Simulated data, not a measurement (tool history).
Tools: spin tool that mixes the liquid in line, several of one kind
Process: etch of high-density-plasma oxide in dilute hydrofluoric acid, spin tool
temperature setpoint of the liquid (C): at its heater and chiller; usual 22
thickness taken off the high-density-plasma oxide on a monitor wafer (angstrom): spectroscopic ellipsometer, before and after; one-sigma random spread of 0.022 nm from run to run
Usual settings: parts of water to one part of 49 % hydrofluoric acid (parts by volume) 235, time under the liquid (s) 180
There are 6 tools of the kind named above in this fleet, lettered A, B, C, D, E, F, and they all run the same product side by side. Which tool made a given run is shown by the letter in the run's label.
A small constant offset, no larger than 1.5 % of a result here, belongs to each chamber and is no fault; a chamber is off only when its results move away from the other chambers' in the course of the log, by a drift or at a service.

run	day	temperature setpoint of the liquid (C)	parts of water to one part of 49 % hydrofluoric acid (parts by volume)	time under the liquid (s)	hours since the thermometer was replaced	hours since the hydrofluoric acid flow meter was replaced	read-back film thickness of the high-density-plasma oxide reference wafer, read on the same gauge (nm)	thickness taken off the high-density-plasma oxide on a monitor wafer (angstrom)
1F	0.158	22	235	180	754.2	1266.5	80.01	31.641
2A	0.296	22	235	180	1810.9	202.4	80.003	31.484
3D	0.446	22	235	180	1354.9	793.2	79.988	30.733
4C	0.642	22	235	180	658.9	936.1	80	31.542
# day 0.825: chamber B: hydrofluoric acid flow meter replaced
5B	0.867	27	320	180	574.2	1	80.005	25.178
6E	1.054	27	320	180	2218.7	710.6	80.004	24.878
7F	1.292	27	320	180	781.4	1293.7	80.003	25.258
8D	1.442	27	320	180	1378.8	817.1	80.019	24.458
9E	1.712	27	320	180	2234.5	726.4	79.981	24.648
10B	1.888	27	320	180	598.7	25.5	80.002	25.22
11A	2.104	19	140	180	1854.3	245.8	80.001	51.34
12C	2.346	19	140	180	699.8	977	79.98	52.039
13D	2.533	19	140	180	1405	843.3	80.003	51.125
# day 2.608: chamber F: hydrofluoric acid flow meter replaced
14F	2.812	19	140	180	817.9	5	80.007	52.625
15B	3	19	140	180	625.4	52.2	80.02	50.745
16E	3.171	19	140	180	2269.5	761.4	79.991	51.164
# day 3.333: chamber C: hydrofluoric acid flow meter replaced
17C	3.412	22	235	180	725.4	2	80.006	30.948
18A	3.662	22	235	180	1891.7	283.2	80.002	31.304
19A	3.904	22	235	180	1897.5	289	79.994	31.233
20E	4.112	27	235	180	2292.1	784	79.971	37.427
21D	4.354	27	235	180	1448.7	887	79.985	36.973
22C	4.608	27	235	180	754.1	30.7	80.001	37.492
23B	4.871	27	235	180	670.3	97.1	80	37.51
24F	5.108	27	235	180	873	60.1	80.029	37.798
25B	5.333	27	235	180	681.4	108.2	79.989	37.722
26E	5.575	22	235	180	2327.2	819.1	79.983	31.032
27D	5.871	22	235	180	1485.1	923.4	79.992	30.439
# day 5.9: chamber C: thermometer replaced
28F	6.108	22	235	180	897	84.1	79.978	31.527
29A	6.279	22	235	180	1954.5	346	80.022	31.177
30C	6.558	22	235	180	15.8	77.5	79.96	30.943
31E	6.696	22	235	180	2354.1	846	80.011	31.306
32B	6.854	22	235	180	717.9	144.7	80.023	31.289
33C	7.1	26.5	185	180	28.8	90.5	80.004	49.299
34A	7.308	26.5	185	180	1979.2	370.7	80.007	49.348
35F	7.492	26.5	185	180	930.2	117.3	80.002	49.214
36D	7.775	26.5	185	180	1530.8	969.1	79.979	49.035

Next, every chamber runs the same settings. What will each give?
37A	7.988	19.5	235	180				?
37B	7.988	19.5	235	180				?
37C	7.988	19.5	235	180				?
37D	7.988	19.5	235	180				?
37E	7.988	19.5	235	180				?
37F	7.988	19.5	235	180				?

run	thickness taken off the high-density-plasma oxide on a monitor wafer (angstrom)
37A	28.43
37B	28.509
37C	28.706
37D	27.782
37E	28.25
37F	28.36

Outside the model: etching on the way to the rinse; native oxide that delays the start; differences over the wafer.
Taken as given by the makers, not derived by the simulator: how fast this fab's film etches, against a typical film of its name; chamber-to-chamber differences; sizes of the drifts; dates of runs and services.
